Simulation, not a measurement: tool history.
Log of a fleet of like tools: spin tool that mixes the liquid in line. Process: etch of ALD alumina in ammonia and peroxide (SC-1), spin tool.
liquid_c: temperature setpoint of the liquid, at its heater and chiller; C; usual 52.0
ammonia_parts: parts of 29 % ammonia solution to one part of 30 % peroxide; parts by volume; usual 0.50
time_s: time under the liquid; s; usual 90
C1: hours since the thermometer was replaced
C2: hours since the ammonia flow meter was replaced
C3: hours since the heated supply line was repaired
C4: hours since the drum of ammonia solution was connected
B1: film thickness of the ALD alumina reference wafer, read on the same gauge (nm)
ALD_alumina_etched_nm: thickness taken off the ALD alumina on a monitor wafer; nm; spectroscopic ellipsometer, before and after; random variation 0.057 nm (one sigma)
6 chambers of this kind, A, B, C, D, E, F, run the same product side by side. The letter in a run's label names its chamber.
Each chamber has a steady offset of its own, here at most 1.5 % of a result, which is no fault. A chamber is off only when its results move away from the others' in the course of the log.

run 1D hour=14.6 | liquid_c=52.0 ammonia_parts=0.50 time_s=90 | C1=531.9 C2=245.7 C3=392.1 C4=54.6 | B1=60.019 | ALD_alumina_etched_nm=6.6222
run 2F hour=27.2 | liquid_c=52.0 ammonia_parts=0.50 time_s=90 | C1=221.2 C2=43.0 C3=4157.9 C4=776.5 | B1=60.028 | ALD_alumina_etched_nm=6.6721
run 3E hour=38.0 | liquid_c=52.0 ammonia_parts=0.50 time_s=90 | C1=885.7 C2=286.2 C3=246.3 C4=205.3 | B1=60.001 | ALD_alumina_etched_nm=6.7307
run 4A hour=51.8 | liquid_c=52.0 ammonia_parts=0.50 time_s=90 | C1=361.4 C2=624.7 C3=807.9 C4=606.6 | B1=59.989 | ALD_alumina_etched_nm=6.7761
-- hour=53.6 chamber D: thermometer replaced
run 5C hour=58.6 | liquid_c=52.0 ammonia_parts=0.50 time_s=90 | C1=1249.6 C2=539.6 C3=650.3 C4=354.4 | B1=60.053 | ALD_alumina_etched_nm=6.6646
run 6B hour=72.0 | liquid_c=52.0 ammonia_parts=0.50 time_s=90 | C1=1496.3 C2=403.2 C3=1997.8 C4=600.2 | B1=59.981 | ALD_alumina_etched_nm=6.6853
run 7A hour=79.6 | liquid_c=45.0 ammonia_parts=0.40 time_s=90 | C1=389.2 C2=652.5 C3=835.7 C4=634.4 | B1=60.049 | ALD_alumina_etched_nm=4.5052
run 8F hour=92.0 | liquid_c=45.0 ammonia_parts=0.40 time_s=90 | C1=286.0 C2=107.8 C3=4222.7 C4=841.3 | B1=60.022 | ALD_alumina_etched_nm=4.5218
run 9B hour=99.2 | liquid_c=45.0 ammonia_parts=0.40 time_s=90 | C1=1523.5 C2=430.4 C3=2025.0 C4=627.4 | B1=60.016 | ALD_alumina_etched_nm=4.4932
run 10C hour=110.7 | liquid_c=45.0 ammonia_parts=0.40 time_s=90 | C1=1301.7 C2=591.7 C3=702.4 C4=406.5 | B1=59.984 | ALD_alumina_etched_nm=4.3881
run 11E hour=120.6 | liquid_c=45.0 ammonia_parts=0.40 time_s=90 | C1=968.3 C2=368.8 C3=328.9 C4=287.9 | B1=59.929 | ALD_alumina_etched_nm=4.4482
-- hour=125.1 chamber B: new drum of ammonia solution connected
run 12D hour=132.8 | liquid_c=45.0 ammonia_parts=0.40 time_s=90 | C1=79.3 C2=363.9 C3=510.3 C4=172.8 | B1=59.995 | ALD_alumina_etched_nm=4.4664
-- hour=134.7 chamber C: new drum of ammonia solution connected
run 13E hour=144.1 | liquid_c=52.0 ammonia_parts=0.50 time_s=90 | C1=991.8 C2=392.3 C3=352.4 C4=311.4 | B1=60.014 | ALD_alumina_etched_nm=6.7497
-- hour=147.2 chamber F: heated supply line repaired
run 14B hour=157.7 | liquid_c=52.0 ammonia_parts=0.50 time_s=90 | C1=1582.0 C2=488.9 C3=2083.5 C4=32.7 | B1=59.996 | ALD_alumina_etched_nm=6.8097
-- hour=166.6 chamber C: heated supply line repaired
run 15A hour=171.4 | liquid_c=52.0 ammonia_parts=0.50 time_s=90 | C1=481.0 C2=744.3 C3=927.5 C4=726.2 | B1=60.008 | ALD_alumina_etched_nm=6.8073
run 16F hour=179.0 | liquid_c=52.0 ammonia_parts=0.50 time_s=90 | C1=373.0 C2=194.8 C3=31.9 C4=928.3 | B1=60.013 | ALD_alumina_etched_nm=7.0370
run 17C hour=186.6 | liquid_c=52.0 ammonia_parts=0.50 time_s=90 | C1=1377.6 C2=667.6 C3=20.0 C4=51.9 | B1=59.991 | ALD_alumina_etched_nm=6.7322
run 18D hour=195.1 | liquid_c=46.0 ammonia_parts=0.25 time_s=90 | C1=141.6 C2=426.2 C3=572.6 C4=235.1 | B1=60.005 | ALD_alumina_etched_nm=4.4478
run 19B hour=204.9 | liquid_c=46.0 ammonia_parts=0.25 time_s=90 | C1=1629.2 C2=536.1 C3=2130.7 C4=79.9 | B1=59.982 | ALD_alumina_etched_nm=4.5358
run 20A hour=212.7 | liquid_c=46.0 ammonia_parts=0.25 time_s=90 | C1=522.3 C2=785.6 C3=968.8 C4=767.5 | B1=60.008 | ALD_alumina_etched_nm=4.5539
run 21F hour=226.3 | liquid_c=46.0 ammonia_parts=0.25 time_s=90 | C1=420.3 C2=242.1 C3=79.2 C4=975.6 | B1=59.996 | ALD_alumina_etched_nm=4.7574
-- hour=231.7 chamber F: new drum of ammonia solution connected
run 22C hour=240.7 | liquid_c=46.0 ammonia_parts=0.25 time_s=90 | C1=1431.7 C2=721.7 C3=74.1 C4=106.0 | B1=59.953 | ALD_alumina_etched_nm=4.5215
-- hour=245.3 chamber C: ammonia flow meter replaced
run 23E hour=252.5 | liquid_c=46.0 ammonia_parts=0.25 time_s=90 | C1=1100.2 C2=500.7 C3=460.8 C4=419.8 | B1=60.037 | ALD_alumina_etched_nm=4.5650
run 24D hour=261.7 | liquid_c=42.5 ammonia_parts=0.35 time_s=90 | C1=208.2 C2=492.8 C3=639.2 C4=301.7 | B1=60.007 | ALD_alumina_etched_nm=3.7539
run 25F hour=271.7 | liquid_c=42.5 ammonia_parts=0.35 time_s=90 | C1=465.7 C2=287.5 C3=124.6 C4=40.1 | B1=59.936 | ALD_alumina_etched_nm=4.1156
run 26A hour=281.5 | liquid_c=42.5 ammonia_parts=0.35 time_s=90 | C1=591.1 C2=854.4 C3=1037.6 C4=836.3 | B1=59.984 | ALD_alumina_etched_nm=3.8513
run 27C hour=291.0 | liquid_c=42.5 ammonia_parts=0.35 time_s=90 | C1=1482.0 C2=45.8 C3=124.4 C4=156.3 | B1=59.975 | ALD_alumina_etched_nm=3.7856
run 28E hour=301.3 | liquid_c=42.5 ammonia_parts=0.35 time_s=90 | C1=1149.0 C2=549.5 C3=509.6 C4=468.6 | B1=60.017 | ALD_alumina_etched_nm=3.8215
run 29B hour=312.0 | liquid_c=42.5 ammonia_parts=0.35 time_s=90 | C1=1736.3 C2=643.2 C3=2237.8 C4=187.0 | B1=59.996 | ALD_alumina_etched_nm=3.8502
run 30D hour=318.7 | liquid_c=52.0 ammonia_parts=0.50 time_s=90 | C1=265.2 C2=549.8 C3=696.2 C4=358.7 | B1=59.981 | ALD_alumina_etched_nm=6.6935
run 31A hour=329.6 | liquid_c=58.5 ammonia_parts=0.40 time_s=90 | C1=639.2 C2=902.5 C3=1085.7 C4=884.4 | B1=59.991 | ALD_alumina_etched_nm=9.2789
-- hour=332.5 chamber E: ammonia flow meter replaced
run 32B hour=343.8 | liquid_c=58.5 ammonia_parts=0.40 time_s=90 | C1=1768.1 C2=675.0 C3=2269.6 C4=218.8 | B1=59.977 | ALD_alumina_etched_nm=9.3758
run 33D hour=351.8 | liquid_c=58.5 ammonia_parts=0.40 time_s=90 | C1=298.3 C2=582.9 C3=729.3 C4=391.8 | B1=59.988 | ALD_alumina_etched_nm=9.4095
run 34E hour=362.1 | liquid_c=58.5 ammonia_parts=0.40 time_s=90 | C1=1209.8 C2=29.6 C3=570.4 C4=529.4 | B1=59.973 | ALD_alumina_etched_nm=9.3093
run 35F hour=374.7 | liquid_c=58.5 ammonia_parts=0.40 time_s=90 | C1=568.7 C2=390.5 C3=227.6 C4=143.1 | B1=59.985 | ALD_alumina_etched_nm=10.3020
run 36C hour=388.3 | liquid_c=58.5 ammonia_parts=0.40 time_s=90 | C1=1579.3 C2=143.1 C3=221.7 C4=253.6 | B1=60.016 | ALD_alumina_etched_nm=9.3422
run 37D hour=400.6 | liquid_c=52.0 ammonia_parts=0.50 time_s=90 | C1=347.1 C2=631.7 C3=778.1 C4=440.6 | B1=60.029 | ALD_alumina_etched_nm=6.7612
run 38F hour=408.1 | liquid_c=52.0 ammonia_parts=0.50 time_s=90 | C1=602.1 C2=423.9 C3=261.0 C4=176.5 | B1=59.999 | ALD_alumina_etched_nm=7.5452

What goes on in this fleet: one chamber off, a drifting gauge, or nothing beyond the chambers' own small offsets? Name the chamber and the cause, if any.

Chamber F drifts away from the others.
Cause: liquid hotter than its thermometer reads (K) = 2.1.

Here are 4 candidates for chamber F's next run, each the usual settings with a change, their results left as question marks. Which one brings its results back in line with what the others give on the usual settings?
In line means no further than this from the other chambers' mean on the usual settings: ALD_alumina_etched_nm 0.2000 nm
run 39F-1 hour=419.0 | liquid_c=51.0 ammonia_parts=0.50 time_s=90 | ALD_alumina_etched_nm=?
run 39F-2 hour=419.0 | liquid_c=52.0 ammonia_parts=0.50 time_s=80 | ALD_alumina_etched_nm=?
run 39F-3 hour=419.0 | liquid_c=52.0 ammonia_parts=0.50 time_s=95 | ALD_alumina_etched_nm=?
run 39F-4 hour=419.0 | liquid_c=53.0 ammonia_parts=0.50 time_s=95 | ALD_alumina_etched_nm=?

The other chambers' mean on the usual settings: ALD_alumina_etched_nm 6.7454 nm
run=39F-1 ALD_alumina_etched_nm=7.1596
run=39F-2 ALD_alumina_etched_nm=6.7076
run=39F-3 ALD_alumina_etched_nm=7.9652
run=39F-4 ALD_alumina_etched_nm=8.3966
39F-2 brings the chamber back in line.
